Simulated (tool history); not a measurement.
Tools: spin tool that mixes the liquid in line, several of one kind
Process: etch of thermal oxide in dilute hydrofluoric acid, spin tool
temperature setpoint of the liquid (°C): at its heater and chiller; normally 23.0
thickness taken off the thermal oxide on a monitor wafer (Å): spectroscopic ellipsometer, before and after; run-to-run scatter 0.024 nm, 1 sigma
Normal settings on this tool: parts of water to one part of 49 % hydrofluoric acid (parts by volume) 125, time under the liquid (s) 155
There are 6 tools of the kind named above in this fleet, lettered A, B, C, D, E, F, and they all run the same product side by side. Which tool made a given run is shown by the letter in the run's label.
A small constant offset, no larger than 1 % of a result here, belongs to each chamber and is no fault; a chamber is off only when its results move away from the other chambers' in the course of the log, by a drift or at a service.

run   hour  temperature setpoint of the liquid (°C)  parts of water to one part of 49 % hydrofluoric acid (parts by volume)  time under the liquid (s)  read-back film thickness of the thermal oxide reference wafer, read on the same gauge (nm)  thickness taken off the thermal oxide on a monitor wafer (Å)
 1F    7.9                                     23.0                                                                     125                        155                                                                                      109.99                                                        54.210
 2E   13.2                                     23.0                                                                     125                        155                                                                                      110.02                                                        54.208
 3C   20.1                                     23.0                                                                     125                        155                                                                                      109.98                                                        54.152
 4B   25.6                                     23.0                                                                     125                        155                                                                                      109.95                                                        54.545
 5A   31.3                                     23.0                                                                     125                        155                                                                                      109.99                                                        54.882
 6D   37.7                                     23.0                                                                     125                        190                                                                                      110.00                                                        66.132
 7C   42.1                                     23.0                                                                     125                        190                                                                                      110.00                                                        66.020
 8F   47.0                                     23.0                                                                     125                        190                                                                                      109.96                                                        66.561
 9B   53.5                                     23.0                                                                     125                        190                                                                                      110.00                                                        66.787
10E   59.5                                     23.0                                                                     125                        190                                                                                      110.00                                                        66.779
11A   65.4                                     23.0                                                                     125                        190                                                                                      109.99                                                        66.952
12D   73.3                                     23.0                                                                     125                        155                                                                                      110.00                                                        53.985
13C   80.0                                     23.0                                                                     125                        155                                                                                      109.98                                                        54.365
14F   86.6                                     23.0                                                                     125                        155                                                                                      109.98                                                        54.268
15A   93.5                                     23.0                                                                     125                        155                                                                                      109.97                                                        54.596
16D   97.7                                     23.0                                                                     125                        155                                                                                      110.02                                                        53.684
17B  105.3                                     23.0                                                                     125                        155                                                                                      109.99                                                        54.346
18E  113.5                                     23.0                                                                     125                        155                                                                                      109.98                                                        54.135
19F  117.9                                     23.0                                                                     125                        155                                                                                      110.02                                                        54.128
20B  125.2                                     23.0                                                                     125                        155                                                                                      110.01                                                        54.525
21D  132.0                                     23.0                                                                     125                        155                                                                                      110.00                                                        54.157
22C  140.5                                     23.0                                                                     125                        155                                                                                      110.01                                                        55.419
23E  147.2                                     23.0                                                                     125                        155                                                                                      109.99                                                        54.500
24A  155.8                                     21.0                                                                     125                        155                                                                                      110.00                                                        50.699
25D  159.5                                     21.0                                                                     125                        155                                                                                      109.98                                                        49.777
26A  166.1                                     21.0                                                                     125                        155                                                                                      109.98                                                        50.604
27E  172.8                                     21.0                                                                     125                        155                                                                                      109.98                                                        50.141
28F  180.8                                     21.0                                                                     125                        155                                                                                      109.97                                                        49.911
29C  185.8                                     21.0                                                                     125                        155                                                                                      109.99                                                        51.517
     190.8  -- chamber B: hydrofluoric acid flow meter replaced
30B  191.5                                     25.5                                                                     125                         90                                                                                      109.99                                                        34.714
31A  199.3                                     25.5                                                                     125                         90                                                                                      110.02                                                        35.175
32C  205.0                                     25.5                                                                     125                         90                                                                                      109.99                                                        36.011
33D  212.5                                     25.5                                                                     125                         90                                                                                      110.00                                                        34.451
34F  217.9                                     25.5                                                                     125                         90                                                                                      110.00                                                        34.582
35B  223.0                                     25.5                                                                     125                         90                                                                                      110.00                                                        34.716
36E  229.1                                     23.0                                                                     125                        155                                                                                      110.00                                                        54.117

Has any chamber moved away from the others, gradually or after a service, or does the common gauge drift, or do the chambers differ only by their own small steady offsets? State the chamber and the most likely cause if one applies.

One chamber, C, drifts off from the rest bit by bit.
Most likely cause: hydrofluoric acid flow above the setpoint (%) = 4.19.
The log may not tell that from: liquid hotter than its thermometer reads (K).

Below are 4 candidate recipes for chamber C's next run, each the usual settings with a change, their results shown as question marks. Which of them brings C's results back in line with what the other chambers give on the usual settings?
In line means no further than this from the other chambers' mean on the usual settings: thickness taken off the thermal oxide on a monitor wafer (Å) 0.860
37C-1  235.2                                     23.0                                                                     120                        155                                                                                                                                                         ?
37C-2  235.2                                     23.0                                                                     115                        155                                                                                                                                                         ?
37C-3  235.2                                     23.0                                                                     135                        155                                                                                                                                                         ?
37C-4  235.2                                     22.0                                                                     125                        155                                                                                                                                                         ?

Average result of the remaining chambers running the usual settings: thickness taken off the thermal oxide on a monitor wafer (Å) 54.245
  run  thickness taken off the thermal oxide on a monitor wafer (Å)
37C-1                                                        59.581
37C-2                                                        62.477
37C-3                                                        52.188
37C-4                                                        54.663
The right change is 37C-4: it brings the chamber back within the allowed miss of the others.
